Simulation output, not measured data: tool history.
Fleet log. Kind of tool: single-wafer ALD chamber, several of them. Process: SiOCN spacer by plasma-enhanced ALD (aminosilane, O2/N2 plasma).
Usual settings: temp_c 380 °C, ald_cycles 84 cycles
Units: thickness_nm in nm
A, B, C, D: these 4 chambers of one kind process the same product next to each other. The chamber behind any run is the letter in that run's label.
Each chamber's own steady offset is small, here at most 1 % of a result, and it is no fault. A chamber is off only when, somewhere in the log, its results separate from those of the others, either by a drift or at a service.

run    day  temp_c  ald_cycles  read-back reference wafer on the same gauge, thickness_nm  thickness_nm
 1A  0.188     380          84                                                     5.5896        5.1016
 2D  0.412     380          84                                                     5.5888        5.0966
 3C  0.608     380          84                                                      5.588        5.0438
 4B  0.779     380          84                                                      5.586        5.0654
 5D  1.017     380          84                                                     5.5843        5.0912
 6C  1.171     380          84                                                     5.5834        5.0372
 7A  1.329     380          84                                                     5.5824        5.0969
 8B  1.479     380          84                                                     5.5804        5.0514
 9B  1.604     380          84                                                     5.5795        5.0649
10D  1.779     380          84                                                     5.5811        5.0768
11A  1.954     380          84                                                     5.5788        5.0947
12C  2.175     380          84                                                     5.5786          5.04
13A  2.292     380          84                                                     5.5781        5.0859
14B  2.492     380          84                                                     5.5743        5.0564
15C  2.658     380          84                                                     5.5757        5.0346
16D  2.783     380          84                                                     5.5746        5.0786
17A  2.967     380          84                                                     5.5742        5.0878
18B  3.121     380          84                                                     5.5734        5.0592
19D   3.35     380          84                                                     5.5704        5.0839
20C  3.462     380          84                                                     5.5714        5.0299
21B  3.629     380          84                                                       5.57        5.0538
22D  3.833     380          84                                                     5.5694          5.07
23C  3.971     380          84                                                     5.5675        5.0254
24A  4.171     380          84                                                     5.5662        5.0916

The same settings go to every chamber for the next run, one line per chamber below. Forecast the results for each:
25A  4.346     380          84                                                                        ?
25B  4.346     380          84                                                                        ?
25C  4.346     380          84                                                                        ?
25D  4.346     380          84                                                                        ?

run  thickness_nm
25A        5.0775
25B        5.0331
25C        5.0189
25D        5.0774
